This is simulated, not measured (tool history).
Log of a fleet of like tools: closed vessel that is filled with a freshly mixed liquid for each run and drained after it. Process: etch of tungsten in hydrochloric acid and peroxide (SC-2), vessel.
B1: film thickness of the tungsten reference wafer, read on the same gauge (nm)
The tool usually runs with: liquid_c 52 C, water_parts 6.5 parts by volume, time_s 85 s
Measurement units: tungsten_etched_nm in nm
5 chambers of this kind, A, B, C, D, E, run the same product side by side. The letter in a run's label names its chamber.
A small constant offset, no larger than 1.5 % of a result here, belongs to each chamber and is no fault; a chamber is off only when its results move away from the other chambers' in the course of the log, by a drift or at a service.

{"run": "1D", "hour": 8.0, "liquid_c": 52, "water_parts": 6.5, "time_s": 85, "B1": 150.02, "tungsten_etched_nm": 17.459}
{"run": "2A", "hour": 15.0, "liquid_c": 52, "water_parts": 6.5, "time_s": 85, "B1": 149.99, "tungsten_etched_nm": 17.304}
{"hour": 16.3, "done": "chamber D: new drum of peroxide connected"}
{"run": "3C", "hour": 21.5, "liquid_c": 52, "water_parts": 6.5, "time_s": 85, "B1": 150.01, "tungsten_etched_nm": 17.386}
{"run": "4B", "hour": 26.1, "liquid_c": 52, "water_parts": 6.5, "time_s": 85, "B1": 149.99, "tungsten_etched_nm": 17.134}
{"run": "5E", "hour": 31.9, "liquid_c": 52, "water_parts": 6.5, "time_s": 85, "B1": 149.99, "tungsten_etched_nm": 17.532}
{"run": "6C", "hour": 36.3, "liquid_c": 60, "water_parts": 6.5, "time_s": 115, "B1": 149.98, "tungsten_etched_nm": 38.887}
{"run": "7B", "hour": 40.8, "liquid_c": 60, "water_parts": 6.5, "time_s": 115, "B1": 150, "tungsten_etched_nm": 39.255}
{"run": "8E", "hour": 49.1, "liquid_c": 60, "water_parts": 6.5, "time_s": 115, "B1": 149.98, "tungsten_etched_nm": 40.14}
{"run": "9D", "hour": 55.1, "liquid_c": 60, "water_parts": 6.5, "time_s": 115, "B1": 150.02, "tungsten_etched_nm": 38.693}
{"hour": 57.9, "done": "chamber C: new drum of peroxide connected"}
{"run": "10A", "hour": 59.6, "liquid_c": 60, "water_parts": 6.5, "time_s": 115, "B1": 150.01, "tungsten_etched_nm": 38.864}
{"run": "11C", "hour": 64.9, "liquid_c": 44.5, "water_parts": 4, "time_s": 85, "B1": 149.98, "tungsten_etched_nm": 15.179}
{"run": "12D", "hour": 68.7, "liquid_c": 44.5, "water_parts": 4, "time_s": 85, "B1": 149.99, "tungsten_etched_nm": 14.38}
{"run": "13B", "hour": 77.2, "liquid_c": 44.5, "water_parts": 4, "time_s": 85, "B1": 150.02, "tungsten_etched_nm": 14.631}
{"run": "14A", "hour": 82.0, "liquid_c": 44.5, "water_parts": 4, "time_s": 85, "B1": 150, "tungsten_etched_nm": 14.502}
{"run": "15E", "hour": 88.8, "liquid_c": 44.5, "water_parts": 4, "time_s": 85, "B1": 149.99, "tungsten_etched_nm": 14.764}
{"run": "16E", "hour": 97.2, "liquid_c": 52, "water_parts": 6.5, "time_s": 85, "B1": 150, "tungsten_etched_nm": 17.709}
{"run": "17D", "hour": 102.6, "liquid_c": 45.5, "water_parts": 4, "time_s": 85, "B1": 149.98, "tungsten_etched_nm": 15.81}
{"run": "18A", "hour": 110.3, "liquid_c": 45.5, "water_parts": 4, "time_s": 85, "B1": 149.99, "tungsten_etched_nm": 15.652}
{"run": "19C", "hour": 118.1, "liquid_c": 45.5, "water_parts": 4, "time_s": 85, "B1": 150, "tungsten_etched_nm": 15.89}
{"run": "20B", "hour": 124.1, "liquid_c": 45.5, "water_parts": 4, "time_s": 85, "B1": 149.99, "tungsten_etched_nm": 15.855}
{"run": "21A", "hour": 128.5, "liquid_c": 45.5, "water_parts": 4, "time_s": 85, "B1": 150.03, "tungsten_etched_nm": 15.55}
{"run": "22B", "hour": 135.1, "liquid_c": 52, "water_parts": 6.5, "time_s": 85, "B1": 150.01, "tungsten_etched_nm": 17.275}
{"hour": 135.9, "done": "chamber A: thermometer replaced"}
{"run": "23D", "hour": 140.4, "liquid_c": 52, "water_parts": 6.5, "time_s": 85, "B1": 149.98, "tungsten_etched_nm": 16.564}
{"run": "24C", "hour": 148.3, "liquid_c": 52, "water_parts": 6.5, "time_s": 85, "B1": 149.99, "tungsten_etched_nm": 17.331}
{"run": "25E", "hour": 153.3, "liquid_c": 52, "water_parts": 6.5, "time_s": 85, "B1": 150.01, "tungsten_etched_nm": 17.527}
{"run": "26B", "hour": 161.8, "liquid_c": 52, "water_parts": 6.5, "time_s": 85, "B1": 149.99, "tungsten_etched_nm": 17.187}
{"run": "27C", "hour": 168.5, "liquid_c": 52, "water_parts": 6.5, "time_s": 85, "B1": 150.01, "tungsten_etched_nm": 17.718}
{"run": "28D", "hour": 172.4, "liquid_c": 43.5, "water_parts": 6.5, "time_s": 85, "B1": 149.98, "tungsten_etched_nm": 9.1859}
{"run": "29E", "hour": 178.4, "liquid_c": 43.5, "water_parts": 6.5, "time_s": 85, "B1": 150.02, "tungsten_etched_nm": 9.936}
{"run": "30A", "hour": 184.7, "liquid_c": 43.5, "water_parts": 6.5, "time_s": 85, "B1": 150, "tungsten_etched_nm": 9.6901}
{"hour": 188.9, "done": "chamber C: chemicals flow meter replaced"}
{"run": "31C", "hour": 189.3, "liquid_c": 43.5, "water_parts": 6.5, "time_s": 85, "B1": 149.99, "tungsten_etched_nm": 9.8453}
{"run": "32D", "hour": 196.4, "liquid_c": 43.5, "water_parts": 6.5, "time_s": 85, "B1": 150.01, "tungsten_etched_nm": 8.9864}
{"run": "33A", "hour": 202.4, "liquid_c": 52, "water_parts": 6.5, "time_s": 85, "B1": 149.98, "tungsten_etched_nm": 17.073}
{"run": "34B", "hour": 209.3, "liquid_c": 52, "water_parts": 6.5, "time_s": 85, "B1": 149.99, "tungsten_etched_nm": 17.187}
{"run": "35E", "hour": 213.8, "liquid_c": 52, "water_parts": 6.5, "time_s": 50, "B1": 149.98, "tungsten_etched_nm": 10.319}
{"run": "36E", "hour": 218.7, "liquid_c": 52, "water_parts": 6.5, "time_s": 50, "B1": 150, "tungsten_etched_nm": 10.409}
{"run": "37A", "hour": 227.3, "liquid_c": 52, "water_parts": 6.5, "time_s": 50, "B1": 150, "tungsten_etched_nm": 10.131}
{"run": "38B", "hour": 235.6, "liquid_c": 52, "water_parts": 6.5, "time_s": 50, "B1": 149.98, "tungsten_etched_nm": 10.219}
{"run": "39C", "hour": 240.3, "liquid_c": 52, "water_parts": 6.5, "time_s": 50, "B1": 150, "tungsten_etched_nm": 10.368}

Predict what each chamber gives when all 5 of them run the settings below next.
{"run": "40A", "hour": 246.5, "liquid_c": 52, "water_parts": 6.5, "time_s": 85, "tungsten_etched_nm": "?"}
{"run": "40B", "hour": 246.5, "liquid_c": 52, "water_parts": 6.5, "time_s": 85, "tungsten_etched_nm": "?"}
{"run": "40C", "hour": 246.5, "liquid_c": 52, "water_parts": 6.5, "time_s": 85, "tungsten_etched_nm": "?"}
{"run": "40D", "hour": 246.5, "liquid_c": 52, "water_parts": 6.5, "time_s": 85, "tungsten_etched_nm": "?"}
{"run": "40E", "hour": 246.5, "liquid_c": 52, "water_parts": 6.5, "time_s": 85, "tungsten_etched_nm": "?"}

run=40A tungsten_etched_nm=17.171
run=40B tungsten_etched_nm=17.182
run=40C tungsten_etched_nm=17.356
run=40D tungsten_etched_nm=15.44
run=40E tungsten_etched_nm=17.404
